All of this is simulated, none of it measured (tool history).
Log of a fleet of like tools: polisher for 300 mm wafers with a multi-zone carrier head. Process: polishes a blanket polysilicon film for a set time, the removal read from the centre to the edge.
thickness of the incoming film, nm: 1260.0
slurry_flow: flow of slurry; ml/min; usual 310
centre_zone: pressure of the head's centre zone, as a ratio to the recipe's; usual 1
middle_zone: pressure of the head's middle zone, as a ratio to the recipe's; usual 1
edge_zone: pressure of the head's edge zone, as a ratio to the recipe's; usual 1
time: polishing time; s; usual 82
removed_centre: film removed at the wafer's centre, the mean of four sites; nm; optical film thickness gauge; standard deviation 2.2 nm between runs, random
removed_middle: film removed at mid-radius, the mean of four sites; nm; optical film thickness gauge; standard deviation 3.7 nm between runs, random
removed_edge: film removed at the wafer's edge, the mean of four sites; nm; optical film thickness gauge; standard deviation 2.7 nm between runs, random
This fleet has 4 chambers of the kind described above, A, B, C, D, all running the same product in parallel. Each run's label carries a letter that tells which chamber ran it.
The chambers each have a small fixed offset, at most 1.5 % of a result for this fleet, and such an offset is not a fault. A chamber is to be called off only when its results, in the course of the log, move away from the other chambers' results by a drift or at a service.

run	hour	slurry_flow	centre_zone	middle_zone	edge_zone	time	wafers polished on this pad	hours since the slurry nozzle was cleaned	hours since the centre zone pressure was calibrated	hours since the edge zone pressure was calibrated	removed_centre	removed_middle	removed_edge
1D	6.7	310	1	1	1	82	472	410.5	1133.7	194.2	360.71	357.36	361.57
2B	12.3	310	1	1	1	82	354	608.7	54.6	586.8	366.90	364.81	362.56
3A	19.0	310	1	1	1	82	1052	500.0	942.2	532.6	361.55	371.71	360.46
4C	28.9	310	1	1	1	82	722	347.5	320.7	163.0	363.71	354.15	364.07
# hour 32.0: chamber D: worn pad replaced by a new one
5C	33.7	230	1	1	1	82	776	352.3	325.5	167.8	354.43	348.94	349.48
# hour 40.9: chamber A: worn pad replaced by a new one
6B	40.9	230	1	1	1	82	673	637.3	83.2	615.4	350.32	353.04	357.68
7A	47.3	230	1	1	1	82	71	528.3	970.5	560.9	346.61	355.35	351.95
8D	56.9	230	1	1	1	82	278	460.7	1183.9	244.4	352.14	347.98	354.83
9C	66.0	310	1	1	1	82	1136	384.6	357.8	200.1	362.75	355.44	364.87
# hour 68.6: chamber B: slurry nozzle cleaned
# hour 69.4: chamber C: worn pad replaced by a new one
10D	73.9	310	1	1	1	82	467	477.7	1200.9	261.4	359.48	353.28	362.68
11B	82.3	310	1	1	1	82	1134	13.8	124.6	656.8	361.48	369.22	362.44
12A	87.0	310	1	1	1	82	514	568.0	1010.2	600.6	358.57	364.59	362.09
13B	93.1	310	1	1	1	82	1255	24.6	135.4	667.6	365.04	356.70	364.55
# hour 94.8: chamber D: worn pad replaced by a new one
14C	98.9	310	1	1	1	82	329	417.5	390.7	233.0	355.48	348.39	360.60
15D	106.0	260	1	1	1	109	125	509.8	1233.0	293.5	464.96	468.81	475.73
# hour 111.1: chamber B: worn pad replaced by a new one
16A	111.3	260	1	1	1	109	785	592.3	1034.5	624.9	471.34	472.62	476.51
17D	120.8	260	1	1	1	109	290	524.6	1247.8	308.3	472.74	466.31	475.23
18C	125.4	260	1	1	1	109	625	444.0	417.2	259.5	458.33	454.04	462.86
19B	133.8	310	1	1	1	82	253	65.3	176.1	708.3	363.14	358.78	365.50
# hour 137.7: chamber A: worn pad replaced by a new one
20A	140.4	310	1	1	1	82	31	621.4	1063.6	654.0	357.64	363.30	365.43
21B	147.4	310	1	1	1	82	404	78.9	189.7	721.9	363.99	358.61	362.57
22D	154.8	310	1	1	1	82	669	558.6	1281.8	342.3	360.24	354.22	365.36
23A	162.3	310	1	1	1	82	275	643.3	1085.5	675.9	360.19	369.16	363.36
# hour 165.7: chamber C: worn pad replaced by a new one
24C	168.6	310	1	1	1	82	33	487.2	460.4	302.7	340.83	341.87	345.47

All 4 chambers run these settings next. Forecast each chamber's results:
25A	175.7	240	1	1	1	82					?	?	?
25B	175.7	240	1	1	1	82					?	?	?
25C	175.7	240	1	1	1	82					?	?	?
25D	175.7	240	1	1	1	82					?	?	?

run	removed_centre	removed_middle	removed_edge
25A	354.66	351.63	354.17
25B	351.70	358.31	357.55
25C	325.44	320.00	330.81
25D	349.51	356.83	357.47
